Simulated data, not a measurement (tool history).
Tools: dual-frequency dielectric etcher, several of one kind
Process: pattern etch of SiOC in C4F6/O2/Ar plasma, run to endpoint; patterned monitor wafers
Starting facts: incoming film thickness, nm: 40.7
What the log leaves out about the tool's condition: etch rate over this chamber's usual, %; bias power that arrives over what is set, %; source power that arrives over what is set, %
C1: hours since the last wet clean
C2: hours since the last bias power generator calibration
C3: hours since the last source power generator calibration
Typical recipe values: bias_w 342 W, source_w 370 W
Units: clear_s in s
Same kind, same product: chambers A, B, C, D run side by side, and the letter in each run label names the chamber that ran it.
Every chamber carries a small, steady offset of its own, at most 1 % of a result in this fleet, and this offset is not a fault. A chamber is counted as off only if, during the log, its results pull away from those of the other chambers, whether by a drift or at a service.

run 1D hour=7 | bias_w=342 source_w=370 | C1=80.1 C2=150.1 C3=1791.4 | clear_s=16.099
run 2A hour=20.3 | bias_w=342 source_w=370 | C1=113.2 C2=2216.5 C3=1605.7 | clear_s=16.119
run 3C hour=28.7 | bias_w=342 source_w=370 | C1=334 C2=423.5 C3=3065 | clear_s=16.256
run 4B hour=44.5 | bias_w=342 source_w=370 | C1=403.8 C2=3401 C3=655.2 | clear_s=16.28
run 5B hour=57.8 | bias_w=342 source_w=370 | C1=417.1 C2=3414.3 C3=668.5 | clear_s=16.118
run 6D hour=67.9 | bias_w=342 source_w=370 | C1=141 C2=211 C3=1852.3 | clear_s=16.086
run 7C hour=75.5 | bias_w=342 source_w=370 | C1=380.8 C2=470.3 C3=3111.8 | clear_s=16.209
run 8A hour=82.4 | bias_w=342 source_w=370 | C1=175.3 C2=2278.6 C3=1667.8 | clear_s=16.234
run 9C hour=93.7 | bias_w=342 source_w=370 | C1=399 C2=488.5 C3=3130 | clear_s=16.3
-- hour=98.9 chamber B: wet clean of the chamber
run 10B hour=105.3 | bias_w=342 source_w=370 | C1=6.5 C2=3461.8 C3=716 | clear_s=16.325
run 11D hour=112.1 | bias_w=342 source_w=370 | C1=185.2 C2=255.2 C3=1896.5 | clear_s=16.167
run 12A hour=123.8 | bias_w=342 source_w=370 | C1=216.7 C2=2320 C3=1709.2 | clear_s=16.312
run 13D hour=133.7 | bias_w=342 source_w=370 | C1=206.8 C2=276.8 C3=1918.1 | clear_s=16.052
run 14B hour=145.9 | bias_w=342 source_w=370 | C1=47.1 C2=3502.4 C3=756.6 | clear_s=16.318
run 15A hour=153.4 | bias_w=342 source_w=370 | C1=246.3 C2=2349.6 C3=1738.8 | clear_s=16.087
run 16C hour=163.6 | bias_w=342 source_w=370 | C1=468.9 C2=558.4 C3=3199.9 | clear_s=16.292
run 17A hour=174.1 | bias_w=342 source_w=370 | C1=267 C2=2370.3 C3=1759.5 | clear_s=16.212
run 18D hour=187.6 | bias_w=342 source_w=370 | C1=260.7 C2=330.7 C3=1972 | clear_s=15.997
run 19C hour=195.5 | bias_w=342 source_w=370 | C1=500.8 C2=590.3 C3=3231.8 | clear_s=16.235
-- hour=199 chamber C: wet clean of the chamber
run 20B hour=207 | bias_w=342 source_w=370 | C1=108.2 C2=3563.5 C3=817.7 | clear_s=16.224
run 21A hour=214.4 | bias_w=342 source_w=320 | C1=307.3 C2=2410.6 C3=1799.8 | clear_s=17.128
run 22D hour=229.6 | bias_w=342 source_w=320 | C1=302.7 C2=372.7 C3=2014 | clear_s=16.868
run 23B hour=241.5 | bias_w=342 source_w=320 | C1=142.7 C2=3598 C3=852.2 | clear_s=17.079
run 24C hour=252 | bias_w=342 source_w=320 | C1=53 C2=646.8 C3=3288.3 | clear_s=17.328
run 25B hour=266.5 | bias_w=342 source_w=370 | C1=167.7 C2=3623 C3=877.2 | clear_s=16.204
run 26D hour=278.9 | bias_w=342 source_w=370 | C1=352 C2=422 C3=2063.3 | clear_s=15.912
run 27A hour=286.6 | bias_w=342 source_w=370 | C1=379.5 C2=2482.8 C3=1872 | clear_s=16.315
-- hour=289.7 chamber B: bias power generator calibrated
run 28C hour=295.1 | bias_w=342 source_w=370 | C1=96.1 C2=689.9 C3=3331.4 | clear_s=16.324
run 29D hour=307.5 | bias_w=342 source_w=400 | C1=380.6 C2=450.6 C3=2091.9 | clear_s=15.354
run 30B hour=314.9 | bias_w=342 source_w=400 | C1=216.1 C2=25.3 C3=925.6 | clear_s=15.597
run 31A hour=330.5 | bias_w=342 source_w=400 | C1=423.4 C2=2526.7 C3=1915.9 | clear_s=15.803
run 32C hour=341 | bias_w=342 source_w=400 | C1=142 C2=735.8 C3=3377.3 | clear_s=15.806
run 33A hour=349.1 | bias_w=342 source_w=370 | C1=442 C2=2545.3 C3=1934.5 | clear_s=16.205
run 34C hour=360.7 | bias_w=342 source_w=370 | C1=161.7 C2=755.5 C3=3397 | clear_s=16.368
run 35D hour=370.5 | bias_w=342 source_w=370 | C1=443.6 C2=513.6 C3=2154.9 | clear_s=15.542
run 36B hour=379.2 | bias_w=342 source_w=370 | C1=280.4 C2=89.6 C3=989.9 | clear_s=16.131
run 37C hour=394.6 | bias_w=342 source_w=370 | C1=195.6 C2=789.4 C3=3430.9 | clear_s=16.231
run 38A hour=410 | bias_w=342 source_w=370 | C1=502.9 C2=2606.2 C3=1995.4 | clear_s=16.172
run 39D hour=425.3 | bias_w=342 source_w=370 | C1=498.4 C2=568.4 C3=2209.7 | clear_s=15.239
run 40B hour=438.2 | bias_w=342 source_w=370 | C1=339.4 C2=148.6 C3=1048.9 | clear_s=16.256

Does one chamber stand apart from the rest, does the shared gauge drift, or is all well apart from small per-chamber offsets? Give the chamber and the most likely cause, where there is one.

Chamber D drifts away from the others.
What lies behind it: etch rate over this chamber's usual, % = 4.84.

Which of the 4 candidates below, each the usual settings with something changed and its results left as question marks, puts chamber D back in line with what the other chambers give on the usual settings?
In line here means within this much of the mean the other chambers give on the usual settings: clear_s 0.35 s
run 41D-1 hour=449.4 | bias_w=333 source_w=360 | clear_s=?
run 41D-2 hour=449.4 | bias_w=351 source_w=380 | clear_s=?
run 41D-3 hour=449.4 | bias_w=369 source_w=400 | clear_s=?
run 41D-4 hour=449.4 | bias_w=315 source_w=340 | clear_s=?

Usual-settings mean across the other chambers: clear_s 16.227 s
run=41D-1 clear_s=15.643
run=41D-2 clear_s=15.046
run=41D-3 clear_s=14.499
run=41D-4 clear_s=16.299
The right change is 41D-4: it brings the chamber back within the allowed miss of the others.
